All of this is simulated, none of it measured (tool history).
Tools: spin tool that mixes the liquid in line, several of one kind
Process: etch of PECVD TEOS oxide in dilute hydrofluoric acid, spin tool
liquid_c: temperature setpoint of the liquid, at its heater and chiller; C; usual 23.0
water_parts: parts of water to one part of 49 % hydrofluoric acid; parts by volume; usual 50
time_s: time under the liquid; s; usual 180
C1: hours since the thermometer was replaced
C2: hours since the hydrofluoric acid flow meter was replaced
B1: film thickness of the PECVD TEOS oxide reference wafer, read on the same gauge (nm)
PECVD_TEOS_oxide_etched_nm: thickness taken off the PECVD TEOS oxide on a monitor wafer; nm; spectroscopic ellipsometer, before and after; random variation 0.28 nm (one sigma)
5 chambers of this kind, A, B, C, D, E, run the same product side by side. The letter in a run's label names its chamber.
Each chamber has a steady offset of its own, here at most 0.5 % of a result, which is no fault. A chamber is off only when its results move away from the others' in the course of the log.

Run 1B, hour 11.8: usual settings; C1 1202.6; C2 606.1; B1 89.990. Result: PECVD_TEOS_oxide_etched_nm 40.904 nm.
Run 2E, hour 20.1: usual settings; C1 163.7; C2 548.7; B1 90.039. Result: PECVD_TEOS_oxide_etched_nm 40.936 nm.
Run 3A, hour 32.2: usual settings; C1 528.4; C2 1885.1; B1 90.011. Result: PECVD_TEOS_oxide_etched_nm 41.206 nm.
Run 4C, hour 38.8: usual settings; C1 345.2; C2 412.5; B1 90.000. Result: PECVD_TEOS_oxide_etched_nm 41.263 nm.
Run 5D, hour 49.1: usual settings; C1 1650.5; C2 271.6; B1 90.000. Result: PECVD_TEOS_oxide_etched_nm 41.287 nm.
Run 6A, hour 58.9: usual settings; C1 555.1; C2 1911.8; B1 89.940. Result: PECVD_TEOS_oxide_etched_nm 41.099 nm.
Run 7C, hour 65.6: usual settings; C1 372.0; C2 439.3; B1 90.001. Result: PECVD_TEOS_oxide_etched_nm 41.233 nm.
Run 8E, hour 76.7: usual settings; C1 220.3; C2 605.3; B1 90.004. Result: PECVD_TEOS_oxide_etched_nm 41.213 nm.
Run 9D, hour 86.1: usual settings; C1 1687.5; C2 308.6; B1 90.014. Result: PECVD_TEOS_oxide_etched_nm 41.222 nm.
Run 10B, hour 98.6: usual settings; C1 1289.4; C2 692.9; B1 89.973. Result: PECVD_TEOS_oxide_etched_nm 41.308 nm.
At hour 106.5: chamber B: hydrofluoric acid flow meter replaced.
Run 11A, hour 110.5: usual settings but liquid_c 18.5 C, time_s 215 s; C1 606.7; C2 1963.4; B1 90.017. Result: PECVD_TEOS_oxide_etched_nm 41.158 nm.
Run 12D, hour 116.7: usual settings but liquid_c 18.5 C, time_s 215 s; C1 1718.1; C2 339.2; B1 90.016. Result: PECVD_TEOS_oxide_etched_nm 40.790 nm.
Run 13C, hour 123.8: usual settings but liquid_c 18.5 C, time_s 215 s; C1 430.2; C2 497.5; B1 89.926. Result: PECVD_TEOS_oxide_etched_nm 40.786 nm.
Run 14E, hour 132.2: usual settings but liquid_c 18.5 C, time_s 215 s; C1 275.8; C2 660.8; B1 89.981. Result: PECVD_TEOS_oxide_etched_nm 40.850 nm.
Run 15B, hour 141.5: usual settings but liquid_c 18.5 C, time_s 215 s; C1 1332.3; C2 35.0; B1 89.993. Result: PECVD_TEOS_oxide_etched_nm 40.518 nm.
Run 16D, hour 149.5: usual settings; C1 1750.9; C2 372.0; B1 90.029. Result: PECVD_TEOS_oxide_etched_nm 41.259 nm.
Run 17A, hour 158.0: usual settings; C1 654.2; C2 2010.9; B1 90.017. Result: PECVD_TEOS_oxide_etched_nm 41.696 nm.
Run 18B, hour 164.9: usual settings; C1 1355.7; C2 58.4; B1 89.987. Result: PECVD_TEOS_oxide_etched_nm 40.472 nm.
Run 19C, hour 177.4: usual settings; C1 483.8; C2 551.1; B1 90.037. Result: PECVD_TEOS_oxide_etched_nm 40.869 nm.
Run 20E, hour 184.2: usual settings; C1 327.8; C2 712.8; B1 89.987. Result: PECVD_TEOS_oxide_etched_nm 40.938 nm.
Run 21E, hour 192.7: usual settings; C1 336.3; C2 721.3; B1 90.029. Result: PECVD_TEOS_oxide_etched_nm 41.286 nm.
Run 22B, hour 199.4: usual settings; C1 1390.2; C2 92.9; B1 90.001. Result: PECVD_TEOS_oxide_etched_nm 41.767 nm.
At hour 211.0: chamber C: hydrofluoric acid flow meter replaced.
Run 23A, hour 212.8: usual settings but liquid_c 19.5 C; C1 709.0; C2 2065.7; B1 90.074. Result: PECVD_TEOS_oxide_etched_nm 35.869 nm.
Run 24C, hour 219.7: usual settings but liquid_c 19.5 C; C1 526.1; C2 8.7; B1 89.993. Result: PECVD_TEOS_oxide_etched_nm 34.927 nm.
Run 25D, hour 226.7: usual settings but liquid_c 19.5 C; C1 1828.1; C2 449.2; B1 89.949. Result: PECVD_TEOS_oxide_etched_nm 35.416 nm.
Run 26B, hour 233.3: usual settings but liquid_c 19.5 C; C1 1424.1; C2 126.8; B1 90.017. Result: PECVD_TEOS_oxide_etched_nm 35.602 nm.
Run 27C, hour 242.1: usual settings but liquid_c 19.5 C; C1 548.5; C2 31.1; B1 90.011. Result: PECVD_TEOS_oxide_etched_nm 35.654 nm.
Run 28D, hour 252.4: usual settings; C1 1853.8; C2 474.9; B1 89.984. Result: PECVD_TEOS_oxide_etched_nm 41.409 nm.
Run 29E, hour 259.5: usual settings; C1 403.1; C2 788.1; B1 90.019. Result: PECVD_TEOS_oxide_etched_nm 41.179 nm.
At hour 261.1: chamber A: thermometer replaced.
Run 30A, hour 268.7: usual settings; C1 7.7; C2 2121.6; B1 90.005. Result: PECVD_TEOS_oxide_etched_nm 41.206 nm.
Run 31B, hour 280.4: usual settings; C1 1471.2; C2 173.9; B1 89.980. Result: PECVD_TEOS_oxide_etched_nm 41.023 nm.
Run 32A, hour 289.3: usual settings; C1 28.3; C2 2142.2; B1 90.011. Result: PECVD_TEOS_oxide_etched_nm 41.357 nm.
Run 33E, hour 301.9: usual settings; C1 445.5; C2 830.5; B1 89.997. Result: PECVD_TEOS_oxide_etched_nm 41.749 nm.
Run 34D, hour 313.8: usual settings; C1 1915.2; C2 536.3; B1 90.040. Result: PECVD_TEOS_oxide_etched_nm 40.733 nm.
Run 35C, hour 325.9: usual settings; C1 632.3; C2 114.9; B1 90.018. Result: PECVD_TEOS_oxide_etched_nm 41.140 nm.
Run 36A, hour 337.5: usual settings; C1 76.5; C2 2190.4; B1 90.021. Result: PECVD_TEOS_oxide_etched_nm 41.092 nm.
At hour 347.8: chamber D: hydrofluoric acid flow meter replaced.
Run 37C, hour 350.7: usual settings; C1 657.1; C2 139.7; B1 90.013. Result: PECVD_TEOS_oxide_etched_nm 41.293 nm.
Run 38B, hour 357.3: usual settings but water_parts 30 parts by volume, time_s 260 s; C1 1548.1; C2 250.8; B1 90.054. Result: PECVD_TEOS_oxide_etched_nm 102.410 nm.
Run 39D, hour 370.9: usual settings but water_parts 30 parts by volume, time_s 260 s; C1 1972.3; C2 23.2; B1 90.012. Result: PECVD_TEOS_oxide_etched_nm 99.787 nm.
Run 40E, hour 381.5: usual settings but water_parts 30 parts by volume, time_s 260 s; C1 525.1; C2 910.1; B1 90.009. Result: PECVD_TEOS_oxide_etched_nm 102.790 nm.
Run 41E, hour 394.4: usual settings but water_parts 30 parts by volume, time_s 260 s; C1 538.0; C2 923.0; B1 90.011. Result: PECVD_TEOS_oxide_etched_nm 102.930 nm.
Run 42C, hour 403.6: usual settings but water_parts 30 parts by volume, time_s 260 s; C1 710.0; C2 192.6; B1 90.025. Result: PECVD_TEOS_oxide_etched_nm 101.080 nm.
Run 43B, hour 416.9: usual settings; C1 1607.7; C2 310.4; B1 89.938. Result: PECVD_TEOS_oxide_etched_nm 41.289 nm.

Next, every chamber runs the same settings. What will each give?
Run 44A, hour 426.7: usual settings but liquid_c 20.5 C. Result: PECVD_TEOS_oxide_etched_nm ?.
Run 44B, hour 426.7: usual settings but liquid_c 20.5 C. Result: PECVD_TEOS_oxide_etched_nm ?.
Run 44C, hour 426.7: usual settings but liquid_c 20.5 C. Result: PECVD_TEOS_oxide_etched_nm ?.
Run 44D, hour 426.7: usual settings but liquid_c 20.5 C. Result: PECVD_TEOS_oxide_etched_nm ?.
Run 44E, hour 426.7: usual settings but liquid_c 20.5 C. Result: PECVD_TEOS_oxide_etched_nm ?.

run  PECVD_TEOS_oxide_etched_nm
44A                      37.423
44B                      37.543
44C                      37.063
44D                      37.248
44E                      37.442
